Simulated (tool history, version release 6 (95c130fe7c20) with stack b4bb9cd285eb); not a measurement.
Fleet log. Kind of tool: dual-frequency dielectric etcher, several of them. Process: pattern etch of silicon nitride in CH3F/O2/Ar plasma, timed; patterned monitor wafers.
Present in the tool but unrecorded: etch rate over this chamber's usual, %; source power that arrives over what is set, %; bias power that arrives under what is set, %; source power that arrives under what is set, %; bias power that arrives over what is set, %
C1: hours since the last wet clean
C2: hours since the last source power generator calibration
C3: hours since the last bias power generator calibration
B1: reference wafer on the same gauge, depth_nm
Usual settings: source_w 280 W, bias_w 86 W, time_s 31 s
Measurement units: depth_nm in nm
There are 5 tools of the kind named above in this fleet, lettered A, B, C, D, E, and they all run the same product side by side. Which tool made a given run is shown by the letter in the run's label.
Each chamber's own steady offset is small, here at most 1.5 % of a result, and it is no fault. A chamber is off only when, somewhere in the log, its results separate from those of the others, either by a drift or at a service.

run 1C day=0.342 | source_w=280 bias_w=86 time_s=31 | C1=71.1 C2=1167.2 C3=42.4 | B1=20.499 | depth_nm=20.077
run 2A day=0.671 | source_w=280 bias_w=86 time_s=31 | C1=199.8 C2=3089.5 C3=1047.1 | B1=20.518 | depth_nm=20.037
run 3D day=1.138 | source_w=280 bias_w=86 time_s=31 | C1=503.6 C2=3990.4 C3=2791.5 | B1=20.514 | depth_nm=19.996
run 4B day=1.488 | source_w=280 bias_w=86 time_s=31 | C1=283.1 C2=3140.7 C3=2606.4 | B1=20.516 | depth_nm=20.035
run 5E day=1.979 | source_w=280 bias_w=86 time_s=31 | C1=347.5 C2=2615.8 C3=606.6 | B1=20.525 | depth_nm=20.368
run 6D day=2.558 | source_w=280 bias_w=86 time_s=31 | C1=537.7 C2=4024.5 C3=2825.6 | B1=20.519 | depth_nm=19.99
run 7A day=3.138 | source_w=280 bias_w=86 time_s=31 | C1=259 C2=3148.7 C3=1106.3 | B1=20.52 | depth_nm=20.012
run 8E day=3.788 | source_w=280 bias_w=86 time_s=31 | C1=390.9 C2=2659.2 C3=650 | B1=20.532 | depth_nm=20.44
run 9B day=4.092 | source_w=320 bias_w=86 time_s=23 | C1=345.6 C2=3203.2 C3=2668.9 | B1=20.538 | depth_nm=15.698
run 10C day=4.721 | source_w=320 bias_w=86 time_s=23 | C1=176.2 C2=1272.3 C3=147.5 | B1=20.543 | depth_nm=15.749
-- day=4.75 chamber E: wet clean of the chamber
run 11A day=5.008 | source_w=320 bias_w=86 time_s=23 | C1=303.9 C2=3193.6 C3=1151.2 | B1=20.544 | depth_nm=15.64
-- day=5.133 chamber B: wet clean of the chamber
run 12C day=5.3 | source_w=320 bias_w=86 time_s=23 | C1=190.1 C2=1286.2 C3=161.4 | B1=20.546 | depth_nm=15.738
run 13E day=5.879 | source_w=320 bias_w=86 time_s=23 | C1=27.1 C2=2709.4 C3=700.2 | B1=20.548 | depth_nm=15.941
run 14B day=6.433 | source_w=280 bias_w=86 time_s=31 | C1=31.3 C2=3259.4 C3=2725.1 | B1=20.559 | depth_nm=20.044
run 15D day=6.967 | source_w=280 bias_w=86 time_s=31 | C1=643.5 C2=4130.3 C3=2931.4 | B1=20.56 | depth_nm=20.099
run 16D day=7.429 | source_w=280 bias_w=86 time_s=31 | C1=654.6 C2=4141.4 C3=2942.5 | B1=20.556 | depth_nm=20.054
-- day=7.888 chamber D: wet clean of the chamber
run 17B day=7.908 | source_w=280 bias_w=86 time_s=31 | C1=66.7 C2=3294.8 C3=2760.5 | B1=20.569 | depth_nm=20.106
run 18E day=8.488 | source_w=280 bias_w=86 time_s=31 | C1=89.7 C2=2772 C3=762.8 | B1=20.573 | depth_nm=20.485
run 19C day=8.996 | source_w=280 bias_w=86 time_s=31 | C1=278.8 C2=1374.9 C3=250.1 | B1=20.575 | depth_nm=20.177
run 20A day=9.417 | source_w=280 bias_w=86 time_s=31 | C1=409.7 C2=3299.4 C3=1257 | B1=20.575 | depth_nm=20.064
run 21A day=9.875 | source_w=280 bias_w=86 time_s=31 | C1=420.7 C2=3310.4 C3=1268 | B1=20.586 | depth_nm=20.122
run 22C day=10.525 | source_w=280 bias_w=86 time_s=31 | C1=315.5 C2=1411.6 C3=286.8 | B1=20.593 | depth_nm=20.128
-- day=10.721 chamber D: source power generator calibrated
run 23D day=10.971 | source_w=280 bias_w=86 time_s=31 | C1=74 C2=6.1 C3=3027.5 | B1=20.597 | depth_nm=20.137
run 24E day=11.521 | source_w=280 bias_w=86 time_s=31 | C1=162.5 C2=2844.8 C3=835.6 | B1=20.593 | depth_nm=20.458
run 25B day=12.1 | source_w=280 bias_w=86 time_s=31 | C1=167.3 C2=3395.4 C3=2861.1 | B1=20.603 | depth_nm=20.126
-- day=12.242 chamber C: wet clean of the chamber
run 26B day=12.621 | source_w=280 bias_w=86 time_s=31 | C1=179.8 C2=3407.9 C3=2873.6 | B1=20.608 | depth_nm=20.149
run 27C day=13 | source_w=280 bias_w=86 time_s=31 | C1=18.2 C2=1471 C3=346.2 | B1=20.606 | depth_nm=20.172
run 28D day=13.504 | source_w=280 bias_w=86 time_s=31 | C1=134.8 C2=66.9 C3=3088.3 | B1=20.608 | depth_nm=20.076
run 29E day=14.125 | source_w=280 bias_w=96 time_s=38 | C1=225 C2=2907.3 C3=898.1 | B1=20.616 | depth_nm=26.103
run 30A day=14.446 | source_w=280 bias_w=96 time_s=38 | C1=530.4 C2=3420.1 C3=1377.7 | B1=20.623 | depth_nm=25.691
-- day=14.592 chamber B: source power generator calibrated
run 31B day=15.067 | source_w=280 bias_w=96 time_s=38 | C1=238.5 C2=11.5 C3=2932.3 | B1=20.617 | depth_nm=25.775

All chambers now run identical settings, listed one chamber a line with results as question marks. What results will each chamber show?
run 32A day=15.542 | source_w=280 bias_w=86 time_s=31 | depth_nm=?
run 32B day=15.542 | source_w=280 bias_w=86 time_s=31 | depth_nm=?
run 32C day=15.542 | source_w=280 bias_w=86 time_s=31 | depth_nm=?
run 32D day=15.542 | source_w=280 bias_w=86 time_s=31 | depth_nm=?
run 32E day=15.542 | source_w=280 bias_w=86 time_s=31 | depth_nm=?

run=32A depth_nm=20.203
run=32B depth_nm=20.156
run=32C depth_nm=20.226
run=32D depth_nm=20.157
run=32E depth_nm=20.543
